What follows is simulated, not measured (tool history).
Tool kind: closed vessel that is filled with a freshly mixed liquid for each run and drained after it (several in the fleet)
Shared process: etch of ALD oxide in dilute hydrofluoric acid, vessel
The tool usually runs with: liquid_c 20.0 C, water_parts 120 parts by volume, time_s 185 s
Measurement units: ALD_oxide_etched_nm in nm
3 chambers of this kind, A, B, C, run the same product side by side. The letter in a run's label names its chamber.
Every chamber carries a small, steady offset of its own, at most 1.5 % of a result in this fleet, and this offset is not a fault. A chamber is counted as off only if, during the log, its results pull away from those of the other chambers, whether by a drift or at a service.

run,hour,liquid_c,water_parts,time_s,hours since the thermometer was replaced,hours since the hydrofluoric acid flow meter was replaced,"read-back film thickness of the ALD oxide reference wafer, read on the same gauge (nm)",ALD_oxide_etched_nm
1C,8.0,20.0,120,185,883.6,310.2,89.988,13.7080
2A,14.3,20.0,120,185,301.5,1163.0,90.019,13.7170
3B,22.2,20.0,120,185,1133.7,438.1,90.029,13.6020
4C,29.8,20.0,120,185,905.4,332.0,90.016,13.5780
5A,39.0,20.0,120,185,326.2,1187.7,90.016,13.6650
6B,45.4,20.0,120,185,1156.9,461.3,90.016,13.7800
7B,53.1,20.0,120,185,1164.6,469.0,90.003,13.5890
8A,61.5,20.0,120,185,348.7,1210.2,89.999,13.7350
9C,67.8,20.0,120,185,943.4,370.0,89.994,14.0800
10A,77.2,20.0,120,185,364.4,1225.9,89.967,13.7330
11B,84.8,20.0,120,185,1196.3,500.7,90.020,13.6490
12C,90.8,20.0,120,185,966.4,393.0,89.985,14.2200
13A,100.4,20.0,120,185,387.6,1249.1,90.023,13.9530
14C,109.2,20.0,120,185,984.8,411.4,89.982,14.3580
15B,118.4,20.0,120,185,1229.9,534.3,90.012,13.5180
16B,124.6,22.5,120,115,1236.1,540.5,90.025,9.3363
# hour 129.2: chamber C: thermometer replaced
17A,135.0,22.5,120,115,422.2,1283.7,90.013,9.4362
18C,142.6,22.5,120,115,13.4,444.8,90.009,10.1340
19A,149.5,20.0,120,185,436.7,1298.2,89.999,13.7910
20C,157.2,17.0,120,185,28.0,459.4,90.044,13.1770

All 3 chambers run these settings next. Forecast each chamber's results:
21A,164.8,17.0,120,185,,,,?
21B,164.8,17.0,120,185,,,,?
21C,164.8,17.0,120,185,,,,?

run,ALD_oxide_etched_nm
21A,12.1580
21B,12.0610
21C,13.2610

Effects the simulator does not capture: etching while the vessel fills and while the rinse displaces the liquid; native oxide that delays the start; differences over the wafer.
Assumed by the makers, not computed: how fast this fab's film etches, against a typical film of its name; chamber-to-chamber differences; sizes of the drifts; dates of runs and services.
